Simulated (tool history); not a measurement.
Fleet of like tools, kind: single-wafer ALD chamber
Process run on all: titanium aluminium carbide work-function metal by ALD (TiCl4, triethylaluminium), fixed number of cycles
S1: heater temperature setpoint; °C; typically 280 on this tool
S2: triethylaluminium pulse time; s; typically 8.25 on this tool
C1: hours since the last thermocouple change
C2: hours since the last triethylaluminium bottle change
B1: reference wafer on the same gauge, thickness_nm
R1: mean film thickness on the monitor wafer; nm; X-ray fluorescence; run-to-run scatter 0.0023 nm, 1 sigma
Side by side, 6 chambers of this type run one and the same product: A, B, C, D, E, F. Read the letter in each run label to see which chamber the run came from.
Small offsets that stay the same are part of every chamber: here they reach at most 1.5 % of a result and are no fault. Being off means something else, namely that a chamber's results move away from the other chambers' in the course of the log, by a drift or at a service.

run,hour,S1,S2,C1,C2,B1,R1
1C,2.8,280,8.25,828.4,765.5,1.9791,1.7847
2D,6.7,280,8.25,490.6,796.1,1.9799,1.7968
3F,9.7,280,8.25,183.2,62,1.9795,1.778
4E,11.7,280,8.25,869.6,66.9,1.9786,1.7836
5A,15,280,8.25,1467.5,1482.1,1.9781,1.7606
6B,17.1,280,8.25,205.9,875.6,1.9786,1.7802
7C,20.8,280,8.25,846.4,783.5,1.9776,1.7859
8F,23.4,272,6.88,196.9,75.7,1.978,1.6468
9B,27.1,272,6.88,215.9,885.6,1.9777,1.6478
10A,29.7,272,6.88,1482.2,1496.8,1.977,1.6322
11E,32.5,272,6.88,890.4,87.7,1.9769,1.6512
12D,35.5,272,6.88,519.4,824.9,1.9758,1.6591
13C,37.8,272,6.88,863.4,800.5,1.9762,1.6525
# hour 39.8: chamber A: triethylaluminium bottle replaced
14D,42,267,8.25,525.9,831.4,1.9762,1.6908
15B,44.3,267,8.25,233.1,902.8,1.9764,1.6687
16F,47.1,267,8.25,220.6,99.4,1.9759,1.6679
17E,49.8,267,8.25,907.7,105,1.9751,1.6766
18A,53.8,267,8.25,1506.3,14,1.975,1.6522
19B,55.8,267,8.25,244.6,914.3,1.9749,1.6684
20E,58.6,280,8.25,916.5,113.8,1.9748,1.781
21D,61.2,280,7.24,545.1,850.6,1.9739,1.7476
22F,64.8,280,7.24,238.3,117.1,1.9737,1.7277
23A,66.7,280,7.24,1519.2,26.9,1.9744,1.7163
24C,69.2,280,7.24,894.8,831.9,1.9734,1.7316
25E,72.3,280,7.24,930.2,127.5,1.9739,1.7331
26B,74.4,280,7.24,263.2,932.9,1.9731,1.732
27F,76.4,280,8.25,249.9,128.7,1.9733,1.7735
28D,80.5,280,8.25,564.4,869.9,1.9728,1.792
29A,82.8,280,8.25,1535.3,43,1.9727,1.7588
30C,85.1,280,8.25,910.7,847.8,1.9719,1.7751
31D,87.3,280,8.25,571.2,876.7,1.9719,1.7877
32F,89.5,280,8.25,263,141.8,1.9716,1.7724
33B,92.1,280,8.25,280.9,950.6,1.9712,1.7733
34E,95.6,280,8.25,953.5,150.8,1.972,1.7781
35C,98.8,280,8.25,924.4,861.5,1.971,1.7769
36A,102.3,280,8.25,1554.8,62.5,1.9709,1.7507
37C,104.7,280,8.25,930.3,867.4,1.9703,1.776
38A,108.1,280,8.25,1560.6,68.3,1.9697,1.7555

What goes on in this fleet: one chamber off, a drifting gauge, or nothing beyond the chambers' own small offsets? Name the chamber and the cause, if any.

It is the gauge, not a chamber: its drift shows up in every chamber's results at once, and no chamber is off.
Likeliest cause: gauge reads low (%) = 0.525.

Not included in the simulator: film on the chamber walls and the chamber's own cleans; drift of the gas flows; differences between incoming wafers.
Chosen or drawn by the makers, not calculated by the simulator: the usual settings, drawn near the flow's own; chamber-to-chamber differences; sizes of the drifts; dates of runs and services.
